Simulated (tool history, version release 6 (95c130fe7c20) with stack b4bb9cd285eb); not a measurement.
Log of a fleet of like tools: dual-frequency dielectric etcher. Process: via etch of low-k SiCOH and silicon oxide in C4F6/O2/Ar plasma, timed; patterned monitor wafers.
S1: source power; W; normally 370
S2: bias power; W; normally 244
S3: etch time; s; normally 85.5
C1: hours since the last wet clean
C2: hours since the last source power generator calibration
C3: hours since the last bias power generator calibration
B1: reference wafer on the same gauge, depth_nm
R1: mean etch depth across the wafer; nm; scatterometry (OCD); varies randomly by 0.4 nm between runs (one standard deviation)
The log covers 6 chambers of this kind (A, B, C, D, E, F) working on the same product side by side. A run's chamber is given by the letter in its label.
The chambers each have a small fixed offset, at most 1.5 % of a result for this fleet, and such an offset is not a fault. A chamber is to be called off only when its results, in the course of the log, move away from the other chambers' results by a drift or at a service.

run   hour   S1   S2    S3     C1      C2      C3      B1      R1
 1B    7.3  370  244  85.5  350.1   284.5   750.2  272.08   259.9
      19.3  -- chamber E: wet clean of the chamber
 2C   19.6  370  244  85.5  125.6   571.2    56.3  272.21  257.83
      30.7  -- chamber B: wet clean of the chamber
 3F   34.8  370  244  85.5  426.7  2671.9    1580  272.11  255.75
 4D   48.2  370  244  85.5  351.7   799.1   182.6  272.13  255.97
 5E   64.4  370  244  85.5   45.1  2737.6    3475  272.18  258.04
 6A   77.7  370  244  85.5  535.5  3314.2    1927  272.19  258.13
 7E   85.3  370  244  85.5     66  2758.5  3495.9  272.24   258.2
 8C   97.8  370  244  85.5  203.8   649.4   134.5  272.26  257.91
     104.1  -- chamber F: wet clean of the chamber
 9D    107  370  244  85.5  410.5   857.9   241.4  272.23  256.49
10A  114.7  370  244  85.5  572.5  3351.2    1964  272.33  257.84
     121.3  -- chamber A: wet clean of the chamber
11F  131.3  370  244  85.5   27.3  2768.4  1676.5  272.38   255.7
12B  146.7  370  244  85.5    116   423.9   889.6  272.52  259.17
13D    159  370  244  85.5  462.5   909.9   293.4  272.43  256.07
14C  172.2  370  244  85.5  278.2   723.8   208.9  272.63  258.14
15F  187.7  370  244  85.5   83.7  2824.8  1732.9  272.71  256.21
16E  195.4  370  244  85.5  176.1  2868.6    3606  272.68   258.4
17B  203.1  370  280  68.5  172.4   480.3     946  272.63  218.13
18A  212.6  370  280  68.5   91.4  3449.1  2061.9  272.71  216.69
19C  225.6  370  280  68.5  331.6   777.2   262.3  272.82  217.01
     227.4  -- chamber D: wet clean of the chamber
20B  234.1  370  280  68.5  203.4   511.3     977  272.86   218.4
21D  242.8  370  280  68.5   15.5   993.7   377.2  272.78  215.92
22A    253  370  280  68.5  131.8  3489.5  2102.3   272.8  217.13
23E  260.8  330  244    75  241.5    2934  3671.4  272.84  217.52
24F  270.3  330  244    75  166.3  2907.4  1815.5  272.85  215.32
25F  284.6  330  244    75  180.6  2921.7  1829.8  272.85  215.42
       288  -- chamber A: source power generator calibrated
26D  293.4  330  244    75   66.1  1044.3   427.8  273.05  215.15
27E    310  330  244    75  290.7  2983.2  3720.6  273.11  217.93
28C  321.8  330  244    75  427.8   873.4   358.5  272.99  216.79
29B  337.7  370  244  85.5    307   614.9  1080.6  273.11  260.51
30A  349.5  370  244  85.5  228.3    61.6  2198.8  273.06  257.89
31A  363.3  370  244  85.5  242.1    75.4  2212.6   273.2  258.19
32E  377.7  370  244  85.5  358.4  3050.9  3788.3  273.33  258.71
33B  386.2  370  244  85.5  355.5   663.4  1129.1  273.28  260.28
34C  400.9  370  244  85.5  506.9   952.5   437.6  273.37  258.58
     404.7  -- chamber C: wet clean of the chamber
35F  413.5  370  244  85.5  309.5  3050.6  1958.7  273.38  256.04
36D  429.9  370  244  85.5  202.6  1180.8   564.3  273.54  256.92
37C  437.6  370  244  85.5   32.9   989.2   474.3  273.47  259.41
38A  450.8  370  244  85.5  329.6   162.9  2300.1  273.52   258.6
39F  465.7  370  244  96.5  361.7  3102.8  2010.9  273.58   290.1
     474.6  -- chamber B: wet clean of the chamber
40E  478.3  370  244  96.5    459  3151.5  3888.9  273.67  292.19
41D  492.5  370  244  96.5  265.2  1243.4   626.9  273.54  290.03
     504.6  -- chamber E: source power generator calibrated
42B  505.3  370  244  96.5   30.7   782.5  1248.2  273.59  294.29
43E  518.2  370  244  96.5  498.9    13.6  3928.8  273.65  292.54

Each of the 6 chambers runs these same settings next. Fill in every chamber's results:
44A  530.2  370  244  85.5                   ?
44B  530.2  370  244  85.5                   ?
44C  530.2  370  244  85.5                   ?
44D  530.2  370  244  85.5                   ?
44E  530.2  370  244  85.5                   ?
44F  530.2  370  244  85.5                   ?

run      R1
44A  259.19
44B  259.88
44C  259.88
44D  257.02
44E  258.61
44F  256.44
